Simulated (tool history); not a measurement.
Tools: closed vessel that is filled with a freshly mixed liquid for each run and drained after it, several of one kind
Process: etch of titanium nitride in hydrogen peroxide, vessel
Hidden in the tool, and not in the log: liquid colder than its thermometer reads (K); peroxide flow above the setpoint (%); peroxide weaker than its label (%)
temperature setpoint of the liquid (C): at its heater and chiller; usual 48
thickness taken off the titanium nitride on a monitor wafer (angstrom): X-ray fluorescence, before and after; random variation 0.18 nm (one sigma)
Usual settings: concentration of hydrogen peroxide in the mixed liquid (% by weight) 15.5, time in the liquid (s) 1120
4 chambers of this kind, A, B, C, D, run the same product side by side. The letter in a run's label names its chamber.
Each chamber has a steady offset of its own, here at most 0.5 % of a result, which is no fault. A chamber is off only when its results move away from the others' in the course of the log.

run,hour,temperature setpoint of the liquid (C),concentration of hydrogen peroxide in the mixed liquid (% by weight),time in the liquid (s),hours since the thermometer was replaced,hours since the peroxide flow meter was replaced,hours since the drum of peroxide was connected,"read-back film thickness of the titanium nitride reference wafer, read on the same gauge (nm)",thickness taken off the titanium nitride on a monitor wafer (angstrom)
1B,12.1,48,15.5,1120,951.8,962.9,99.6,70,323.54
2A,20.6,48,15.5,1120,630.8,198.8,117.9,70.002,324.23
3D,30.4,48,15.5,1120,651.3,183.7,96.1,69.983,319.28
# hour 32.8: chamber D: thermometer replaced
4C,35.8,48,15.5,1120,1939.8,130.6,874,69.971,322.16
5D,48.2,48,15.5,1120,15.4,201.5,113.9,69.989,324.72
6B,57.3,56.5,15.5,1120,997,1008.1,144.8,69.981,590.43
7C,67.3,56.5,15.5,1120,1971.3,162.1,905.5,69.992,594.7
# hour 69.1: chamber C: thermometer replaced
8A,79.3,56.5,15.5,1120,689.5,257.5,176.6,69.98,586.9
9D,91.4,56.5,15.5,1120,58.6,244.7,157.1,70.012,589.99
10B,101.7,48,15.5,1120,1041.4,1052.5,189.2,70.009,319.62
11A,107.5,48,15.5,1120,717.7,285.7,204.8,69.986,320.18
12C,117.9,48,15.5,1120,48.8,212.7,956.1,70.003,318.82
13A,126.4,48,15.5,1120,736.6,304.6,223.7,69.988,319.45
14B,135.8,48,15.5,1120,1075.5,1086.6,223.3,70,318.49
15D,141.6,51,15.5,835,108.8,294.9,207.3,69.998,297.57
16C,147.3,51,15.5,835,78.2,242.1,985.5,69.995,299.38
17B,152.9,51,15.5,835,1092.6,1103.7,240.4,69.993,298.54
18D,163.7,51,15.5,835,130.9,317,229.4,70.028,299.19
19C,174.9,48,19,1360,105.8,269.7,1013.1,70.012,407.62
20A,185.3,48,19,1360,795.5,363.5,282.6,69.978,401.24
21B,190.8,48,19,1360,1130.5,1141.6,278.3,70.02,404.44
22C,201.3,48,19,1360,132.2,296.1,1039.5,69.985,409.76
23A,207.3,48,15.5,1120,817.5,385.5,304.6,69.962,316.37
24D,217,48,15.5,1120,184.2,370.3,282.7,69.993,321.05
25B,225.9,48,15.5,1120,1165.6,1176.7,313.4,70.006,322.37
26A,233.5,48,15.5,1120,843.7,411.7,330.8,69.985,307.46
27C,243.7,48,15.5,1120,174.6,338.5,1081.9,69.996,318.51
# hour 243.8: chamber D: peroxide flow meter replaced
28D,253.9,48,15.5,1120,221.1,10.1,319.6,69.979,323.32
29A,265.7,48,15.5,1120,875.9,443.9,363,69.989,308.88
30B,271.5,43,15.5,1555,1211.2,1222.3,359,69.984,308.76
31C,281.4,43,15.5,1555,212.3,376.2,1119.6,69.988,307.13
32D,289.5,43,15.5,1555,256.7,45.7,355.2,70.003,302.74
33A,296.3,43,15.5,1555,906.5,474.5,393.6,69.986,294.57
34B,303.7,48,15.5,1120,1243.4,1254.5,391.2,69.989,321.5
35D,313.2,48,15.5,1120,280.4,69.4,378.9,70.021,324.29
36C,319.3,48,15.5,1120,250.2,414.1,1157.5,69.993,322
37C,328,48,15.5,1120,258.9,422.8,1166.2,70.008,322.93
38D,339.4,48,15.5,1120,306.6,95.6,405.1,70.006,322.95
39A,345.3,48,15.5,1120,955.5,523.5,442.6,70.017,300.03
40B,354,48,15.5,1120,1293.7,1304.8,441.5,70,322.09
41C,360.1,48,15.5,1120,291,454.9,1198.3,69.989,322.43
42D,368.2,48,15.5,1120,335.4,124.4,433.9,70.04,321.59

Next, every chamber runs the same settings. What will each give?
43A,377.1,48,15.5,1120,,,,,?
43B,377.1,48,15.5,1120,,,,,?
43C,377.1,48,15.5,1120,,,,,?
43D,377.1,48,15.5,1120,,,,,?

run,thickness taken off the titanium nitride on a monitor wafer (angstrom)
43A,304.28
43B,320.99
43C,322.48
43D,320.95
